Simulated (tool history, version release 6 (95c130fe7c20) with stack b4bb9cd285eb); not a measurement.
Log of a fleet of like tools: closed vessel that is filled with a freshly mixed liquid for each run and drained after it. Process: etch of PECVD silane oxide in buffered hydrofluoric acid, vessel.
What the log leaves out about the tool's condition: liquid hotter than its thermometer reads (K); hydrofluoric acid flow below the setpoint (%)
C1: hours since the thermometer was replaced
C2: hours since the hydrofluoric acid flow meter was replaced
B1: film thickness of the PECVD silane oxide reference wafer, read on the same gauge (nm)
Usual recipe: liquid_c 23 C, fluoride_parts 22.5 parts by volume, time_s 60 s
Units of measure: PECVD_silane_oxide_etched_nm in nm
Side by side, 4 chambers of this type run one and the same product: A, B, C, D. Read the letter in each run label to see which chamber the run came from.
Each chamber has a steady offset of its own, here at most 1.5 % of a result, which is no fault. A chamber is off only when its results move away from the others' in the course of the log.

run 1D hour=7.7 | liquid_c=23 fluoride_parts=22.5 time_s=60 | C1=2140.2 C2=445.8 | B1=100 | PECVD_silane_oxide_etched_nm=77.111
run 2B hour=16.6 | liquid_c=23 fluoride_parts=22.5 time_s=60 | C1=390.3 C2=517.7 | B1=99.992 | PECVD_silane_oxide_etched_nm=77.896
run 3C hour=31 | liquid_c=23 fluoride_parts=22.5 time_s=60 | C1=1075.8 C2=1661 | B1=100.02 | PECVD_silane_oxide_etched_nm=79.064
run 4A hour=38.6 | liquid_c=23 fluoride_parts=22.5 time_s=60 | C1=678.3 C2=1724.7 | B1=99.966 | PECVD_silane_oxide_etched_nm=77.082
run 5C hour=48.6 | liquid_c=23 fluoride_parts=22.5 time_s=60 | C1=1093.4 C2=1678.6 | B1=99.969 | PECVD_silane_oxide_etched_nm=78.197
run 6B hour=58 | liquid_c=23 fluoride_parts=22.5 time_s=60 | C1=431.7 C2=559.1 | B1=100.03 | PECVD_silane_oxide_etched_nm=78.73
run 7D hour=70.6 | liquid_c=23 fluoride_parts=22.5 time_s=60 | C1=2203.1 C2=508.7 | B1=100.04 | PECVD_silane_oxide_etched_nm=77.639
run 8A hour=77.6 | liquid_c=21 fluoride_parts=22.5 time_s=40 | C1=717.3 C2=1763.7 | B1=99.988 | PECVD_silane_oxide_etched_nm=45.871
run 9B hour=86.4 | liquid_c=21 fluoride_parts=22.5 time_s=40 | C1=460.1 C2=587.5 | B1=99.976 | PECVD_silane_oxide_etched_nm=45.333
run 10C hour=99.3 | liquid_c=21 fluoride_parts=22.5 time_s=40 | C1=1144.1 C2=1729.3 | B1=99.996 | PECVD_silane_oxide_etched_nm=46.856
run 11A hour=107.3 | liquid_c=21 fluoride_parts=22.5 time_s=40 | C1=747 C2=1793.4 | B1=100.01 | PECVD_silane_oxide_etched_nm=45.786
run 12D hour=119.8 | liquid_c=23 fluoride_parts=22.5 time_s=60 | C1=2252.3 C2=557.9 | B1=100.01 | PECVD_silane_oxide_etched_nm=75.893
run 13C hour=130.6 | liquid_c=20 fluoride_parts=22.5 time_s=60 | C1=1175.4 C2=1760.6 | B1=99.984 | PECVD_silane_oxide_etched_nm=66.172
run 14A hour=142.9 | liquid_c=20 fluoride_parts=22.5 time_s=60 | C1=782.6 C2=1829 | B1=100.01 | PECVD_silane_oxide_etched_nm=66.108
run 15D hour=154.2 | liquid_c=20 fluoride_parts=22.5 time_s=60 | C1=2286.7 C2=592.3 | B1=99.952 | PECVD_silane_oxide_etched_nm=66.162
run 16B hour=162.2 | liquid_c=20 fluoride_parts=22.5 time_s=60 | C1=535.9 C2=663.3 | B1=100.02 | PECVD_silane_oxide_etched_nm=65.142
run 17D hour=174.1 | liquid_c=23 fluoride_parts=22.5 time_s=60 | C1=2306.6 C2=612.2 | B1=99.994 | PECVD_silane_oxide_etched_nm=76.586
run 18A hour=186.5 | liquid_c=23 fluoride_parts=22.5 time_s=60 | C1=826.2 C2=1872.6 | B1=100.01 | PECVD_silane_oxide_etched_nm=76.684
run 19C hour=193.1 | liquid_c=23 fluoride_parts=22.5 time_s=60 | C1=1237.9 C2=1823.1 | B1=100 | PECVD_silane_oxide_etched_nm=79.094
run 20B hour=201.5 | liquid_c=23 fluoride_parts=17 time_s=60 | C1=575.2 C2=702.6 | B1=99.983 | PECVD_silane_oxide_etched_nm=99.839
run 21C hour=208.3 | liquid_c=23 fluoride_parts=17 time_s=60 | C1=1253.1 C2=1838.3 | B1=99.973 | PECVD_silane_oxide_etched_nm=101.44
run 22B hour=220.1 | liquid_c=23 fluoride_parts=17 time_s=60 | C1=593.8 C2=721.2 | B1=99.972 | PECVD_silane_oxide_etched_nm=98.48
run 23D hour=230.5 | liquid_c=23 fluoride_parts=17 time_s=60 | C1=2363 C2=668.6 | B1=100.04 | PECVD_silane_oxide_etched_nm=98.589
run 24A hour=239.4 | liquid_c=23 fluoride_parts=22.5 time_s=60 | C1=879.1 C2=1925.5 | B1=99.997 | PECVD_silane_oxide_etched_nm=77.236
run 25D hour=246.6 | liquid_c=23 fluoride_parts=22.5 time_s=60 | C1=2379.1 C2=684.7 | B1=100.02 | PECVD_silane_oxide_etched_nm=76.554
run 26C hour=261.1 | liquid_c=23 fluoride_parts=22.5 time_s=60 | C1=1305.9 C2=1891.1 | B1=100.01 | PECVD_silane_oxide_etched_nm=79.38
run 27B hour=271.4 | liquid_c=23 fluoride_parts=22.5 time_s=60 | C1=645.1 C2=772.5 | B1=99.992 | PECVD_silane_oxide_etched_nm=78.52
run 28A hour=284 | liquid_c=23 fluoride_parts=22.5 time_s=60 | C1=923.7 C2=1970.1 | B1=99.982 | PECVD_silane_oxide_etched_nm=76.862
run 29D hour=297.2 | liquid_c=23 fluoride_parts=22.5 time_s=60 | C1=2429.7 C2=735.3 | B1=100.01 | PECVD_silane_oxide_etched_nm=77.656
run 30B hour=303.8 | liquid_c=23 fluoride_parts=22.5 time_s=60 | C1=677.5 C2=804.9 | B1=100.06 | PECVD_silane_oxide_etched_nm=76.275
run 31C hour=315.9 | liquid_c=23 fluoride_parts=22.5 time_s=60 | C1=1360.7 C2=1945.9 | B1=99.986 | PECVD_silane_oxide_etched_nm=78.233
run 32A hour=328.9 | liquid_c=28 fluoride_parts=22.5 time_s=60 | C1=968.6 C2=2015 | B1=99.963 | PECVD_silane_oxide_etched_nm=101.41

What goes on in this fleet: one chamber off, a drifting gauge, or nothing beyond the chambers' own small offsets? Name the chamber and the cause, if any.

No chamber stands off beyond its own small offset, and the gauge holds steady.

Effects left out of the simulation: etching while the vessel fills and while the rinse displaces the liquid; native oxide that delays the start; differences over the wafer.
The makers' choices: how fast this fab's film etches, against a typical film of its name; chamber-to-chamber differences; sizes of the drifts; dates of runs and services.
